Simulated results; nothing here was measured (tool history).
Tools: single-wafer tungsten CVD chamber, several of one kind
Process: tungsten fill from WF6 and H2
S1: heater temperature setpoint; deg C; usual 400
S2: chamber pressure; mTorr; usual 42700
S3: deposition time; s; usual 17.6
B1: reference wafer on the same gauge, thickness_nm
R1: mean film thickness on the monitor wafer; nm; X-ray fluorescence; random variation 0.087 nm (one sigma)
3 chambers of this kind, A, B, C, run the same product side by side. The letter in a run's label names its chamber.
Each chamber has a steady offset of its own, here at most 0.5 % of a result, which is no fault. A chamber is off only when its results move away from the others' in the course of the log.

Run 1B, hour 2.8: usual settings; B1 71.001. Result: R1 60.061 nm.
At hour 4.8: chamber C: capacitance manometer re-zeroed and calibrated.
Run 2C, hour 4.9: usual settings; B1 70.992. Result: R1 60.245 nm.
Run 3A, hour 9.5: usual settings; B1 70.966. Result: R1 60.184 nm.
At hour 10.5: chamber B: thermocouple changed; heater temperature recalibrated.
Run 4B, hour 12.3: usual settings; B1 70.971. Result: R1 59.933 nm.
Run 5C, hour 17.2: usual settings; B1 70.946. Result: R1 60.242 nm.
Run 6A, hour 20.6: usual settings; B1 70.943. Result: R1 60.174 nm.
Run 7C, hour 25.3: usual settings; B1 70.916. Result: R1 60.243 nm.
Run 8B, hour 27.5: usual settings; B1 70.921. Result: R1 59.971 nm.
Run 9A, hour 30.3: usual settings; B1 70.893. Result: R1 60.208 nm.
Run 10A, hour 35: usual settings; B1 70.895. Result: R1 60.295 nm.
Run 11C, hour 37.2: usual settings but S2 39100 mTorr; B1 70.844. Result: R1 57.791 nm.
Run 12B, hour 42: usual settings but S2 39100 mTorr; B1 70.853. Result: R1 57.588 nm.
Run 13A, hour 45.8: usual settings but S2 39100 mTorr; B1 70.854. Result: R1 57.848 nm.
Run 14B, hour 49.1: usual settings; B1 70.821. Result: R1 59.825 nm.
Run 15C, hour 51.8: usual settings; B1 70.805. Result: R1 60.094 nm.
Run 16A, hour 55.1: usual settings; B1 70.827. Result: R1 60.265 nm.
Run 17C, hour 60: usual settings; B1 70.791. Result: R1 60.2 nm.
Run 18B, hour 64.2: usual settings; B1 70.803. Result: R1 59.809 nm.
Run 19B, hour 68.3: usual settings; B1 70.761. Result: R1 59.737 nm.
Run 20C, hour 70.6: usual settings; B1 70.783. Result: R1 60.086 nm.
Run 21A, hour 73.2: usual settings; B1 70.737. Result: R1 60.039 nm.
Run 22B, hour 77.6: usual settings but S1 405 deg C, S2 52000 mTorr; B1 70.753. Result: R1 71.337 nm.
Run 23A, hour 81.1: usual settings but S1 405 deg C, S2 52000 mTorr; B1 70.722. Result: R1 71.737 nm.
Run 24C, hour 84.1: usual settings but S1 405 deg C, S2 52000 mTorr; B1 70.713. Result: R1 71.686 nm.
Run 25A, hour 87.5: usual settings; B1 70.697. Result: R1 60.019 nm.
Run 26B, hour 90.7: usual settings; B1 70.707. Result: R1 59.923 nm.
Run 27C, hour 94.2: usual settings; B1 70.692. Result: R1 59.967 nm.
Run 28C, hour 99: usual settings; B1 70.642. Result: R1 59.789 nm.
Run 29A, hour 102.5: usual settings; B1 70.669. Result: R1 60.029 nm.
Run 30B, hour 105.7: usual settings; B1 70.629. Result: R1 59.811 nm.
Run 31C, hour 110.1: usual settings; B1 70.622. Result: R1 59.874 nm.
Run 32A, hour 112.6: usual settings but S1 389 deg C, S2 34500 mTorr; B1 70.625. Result: R1 44.188 nm.
Run 33B, hour 115.4: usual settings but S1 389 deg C, S2 34500 mTorr; B1 70.585. Result: R1 44.225 nm.
Run 34A, hour 118.8: usual settings but S1 389 deg C, S2 34500 mTorr; B1 70.574. Result: R1 44.129 nm.

What goes on in this fleet: one chamber off, a drifting gauge, or nothing beyond the chambers' own small offsets? Name the chamber and the cause, if any.

The gauge drifts, so all chambers seem to drift together. No chamber is off.
Cause: gauge reads low (%) = 0.597.
